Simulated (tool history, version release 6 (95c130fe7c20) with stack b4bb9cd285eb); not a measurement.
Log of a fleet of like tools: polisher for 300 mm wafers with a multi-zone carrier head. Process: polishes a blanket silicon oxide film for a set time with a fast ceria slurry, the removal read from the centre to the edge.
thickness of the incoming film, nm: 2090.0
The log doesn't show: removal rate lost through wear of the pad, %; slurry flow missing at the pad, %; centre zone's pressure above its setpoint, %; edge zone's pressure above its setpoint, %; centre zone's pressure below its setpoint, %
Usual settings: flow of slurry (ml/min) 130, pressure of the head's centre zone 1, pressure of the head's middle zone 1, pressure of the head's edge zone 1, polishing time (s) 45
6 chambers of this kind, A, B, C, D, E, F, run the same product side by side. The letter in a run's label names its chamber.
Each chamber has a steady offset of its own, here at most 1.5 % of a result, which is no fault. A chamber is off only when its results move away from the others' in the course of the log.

run,hour,flow of slurry (ml/min),pressure of the head's centre zone,pressure of the head's middle zone,pressure of the head's edge zone,polishing time (s),wafers polished on this pad,hours since the slurry nozzle was cleaned,hours since the centre zone pressure was calibrated,hours since the edge zone pressure was calibrated,film removed at the wafer's centre (Å),film removed at mid-radius (Å),film removed at the wafer's edge (Å)
# hour 8.5: chamber C: worn pad replaced by a new one
# hour 11.7: chamber B: worn pad replaced by a new one
1E,13.1,130,1,1,1,45,162,774.8,975.7,796,5072.4,4986.6,5049.9
2A,26,130,1,1,1,45,747,513.8,218.5,304.3,4898.7,4928.8,4928.3
3D,36.7,130,1,1,1,45,819,297.2,262.6,177.5,5023.6,5081,5023
4C,46.4,130,1,1,1,45,354,350.5,325.8,246.5,5044.7,4981.6,5054.2
5B,57.5,130,1,1,1,45,428,412.4,123.4,59.5,5043.2,5151.7,5051.9
# hour 59.6: chamber F: worn pad replaced by a new one
6F,70,130,1,1,1,45,97,234.4,562.2,120.1,5013.2,4891.7,5017.9
7F,78.9,130,1,1,1,45,180,243.3,571.1,129,4935,4998.4,5031
# hour 79.1: chamber E: slurry nozzle cleaned
8E,92,130,1,1,1,45,899,12.9,1054.6,874.9,5054.6,4920.1,4998.1
# hour 103.8: chamber E: worn pad replaced by a new one
9A,107.7,130,0.9,1,1,45,1509,595.5,300.2,386,4468.3,5024.9,5029.1
# hour 111.6: chamber A: worn pad replaced by a new one
10B,121,130,0.9,1,1,45,1020,475.9,186.9,123,4440.5,5028.4,5059.2
# hour 121.3: chamber D: worn pad replaced by a new one
11D,128.9,130,0.9,1,1,45,71,389.4,354.8,269.7,4580,5010.5,5023.9
# hour 133.4: chamber A: edge zone pressure recalibrated
12C,142.6,130,0.9,1,1,45,1252,446.7,422,342.7,4412.6,4970.8,5095.3
# hour 143.3: chamber C: slurry nozzle cleaned
13C,156.8,130,0.9,1,1,45,1384,13.5,436.2,356.9,4397.8,5083.7,5039.1
14E,165.4,130,0.9,1,1,45,575,86.3,1128,948.3,4510,5033.6,5035.7
# hour 167.5: chamber C: worn pad replaced by a new one
# hour 170.2: chamber F: worn pad replaced by a new one
# hour 173.4: chamber B: worn pad replaced by a new one
# hour 174.7: chamber A: slurry nozzle cleaned
# hour 179.1: chamber F: centre zone pressure recalibrated
15D,180.7,130,1,1,1,45,554,441.2,406.6,321.5,5078,4995.6,5025.1
16A,192.4,130,1,1,1,45,754,17.7,384.9,59,5009.4,4878,5067.4
17F,206.2,130,1,1,1,45,336,370.6,27.2,256.3,5006.5,4906,5022
# hour 208.1: chamber B: slurry nozzle cleaned
# hour 209.3: chamber E: worn pad replaced by a new one
18B,214.6,130,1,1,1,45,385,6.5,280.5,216.6,5039.8,4873.7,5073.1
19F,224.1,130,1,1,1,45,503,388.5,45.1,274.2,5011,5003.5,5034.5
20E,233,130,1,1,1,45,221,153.9,1195.6,1015.9,5028,4922.4,5070.9
21D,248.1,130,1,1,1,45,1183,508.6,474,388.9,4970.2,5041.7,5137.8
# hour 258.8: chamber E: centre zone pressure recalibrated
22C,259.8,130,1,1,1,45,862,116.5,539.2,459.9,4987.8,4986,5029.8
# hour 263.9: chamber F: worn pad replaced by a new one
23A,266.9,130,1,1,1,45,1450,92.2,459.4,133.5,4957.1,5058.4,4999.9
# hour 281.1: chamber D: worn pad replaced by a new one
24B,282.3,130,1,1,1,45,1017,74.2,348.2,284.3,4958.2,5034.9,5028.5
# hour 284.8: chamber B: edge zone pressure recalibrated
25B,289.5,130,1,1,1,45,1084,81.4,355.4,4.7,5031.7,4951.3,5027.6
# hour 290.9: chamber F: slurry nozzle cleaned
# hour 292.2: chamber A: centre zone pressure recalibrated
# hour 292.3: chamber A: worn pad replaced by a new one
26C,296.5,130,1,1,1,45,1204,153.2,575.9,496.6,5066.8,5081.4,5093.5
# hour 299.7: chamber C: centre zone pressure recalibrated
# hour 302.5: chamber C: worn pad replaced by a new one
27D,311.2,130,1,1,1,45,281,571.7,537.1,452,4843.2,5075.8,5080.4
# hour 316.4: chamber B: worn pad replaced by a new one
28E,322.8,130,1,1,1,45,1060,243.7,64.1,1105.7,5029.4,5059.1,5083.3
# hour 323.7: chamber E: worn pad replaced by a new one
29A,337.7,130,1,1,1,45,424,163,45.6,204.3,4987.2,5042.8,4999.1
30F,347.5,130,1,1,1,45,781,56.7,168.5,397.6,5080.1,4937.9,4998
31F,358.6,130,1,1,1,45,884,67.8,179.6,408.7,5044.7,4977.5,5043
32A,368.8,130,1,1,1,45,714,194.1,76.7,235.4,4968.8,4982.4,4948.9
33B,382.6,130,1,1,1,45,618,174.5,448.5,97.8,4978.8,5057.4,5059.8
34D,394.3,130,1,1,1,45,1057,654.8,620.2,535.1,4746.4,4941.9,5068.8
35E,403.3,130,1,1,1,45,743,324.2,144.6,1186.2,4985.6,4998.2,5054.2
# hour 416.3: chamber D: worn pad replaced by a new one
36C,418,130,1,1,1,45,1078,274.7,118.4,618.1,5019.4,5071.5,5054
37C,431.6,130,1,1,1,45,1205,288.3,132,631.7,4993.1,5116.2,5045.7
# hour 440.1: chamber E: worn pad replaced by a new one
38B,445.8,130,1,1,1,45,1208,237.7,511.7,161,5061.2,4961.7,5084.6
39D,455.4,130,1,1,1.1,60,365,715.9,681.3,596.2,6102.3,6610.1,7128.9
40E,463.7,130,1,1,1.1,60,221,384.6,205,1246.6,6686.4,6632.3,7063.2

What goes on in this fleet: one chamber off, a drifting gauge, or nothing beyond the chambers' own small offsets? Name the chamber and the cause, if any.

Chamber D drifts away from the others.
Cause: centre zone's pressure below its setpoint, % = 7.92.

Here are 4 candidates for chamber D's next run, each the usual settings with a change, their results left as question marks. Which one brings its results back in line with what the others give on the usual settings?
In line means no further than this from the other chambers' mean on the usual settings: film removed at the wafer's centre (Å) 150; film removed at mid-radius (Å) 190; film removed at the wafer's edge (Å) 120
41D-1,475.1,120,0.9,1.01,1.04,45,,,,,?,?,?
41D-2,475.1,140,1.12,0.98,0.96,45,,,,,?,?,?
41D-3,475.1,135,1.06,0.99,0.98,45,,,,,?,?,?
41D-4,475.1,125,0.94,1.01,1.02,45,,,,,?,?,?

The other chambers' mean on the usual settings: film removed at the wafer's centre (Å) 5000.3; film removed at mid-radius (Å) 5002.7; film removed at the wafer's edge (Å) 5040
run,film removed at the wafer's centre (Å),film removed at mid-radius (Å),film removed at the wafer's edge (Å)
41D-1,4012.7,4931.1,5110.9
41D-2,5325.8,4954,5018.2
41D-3,4968,4964.9,5045
41D-4,4260.7,4976.9,5091.2
41D-3 brings the chamber back in line.

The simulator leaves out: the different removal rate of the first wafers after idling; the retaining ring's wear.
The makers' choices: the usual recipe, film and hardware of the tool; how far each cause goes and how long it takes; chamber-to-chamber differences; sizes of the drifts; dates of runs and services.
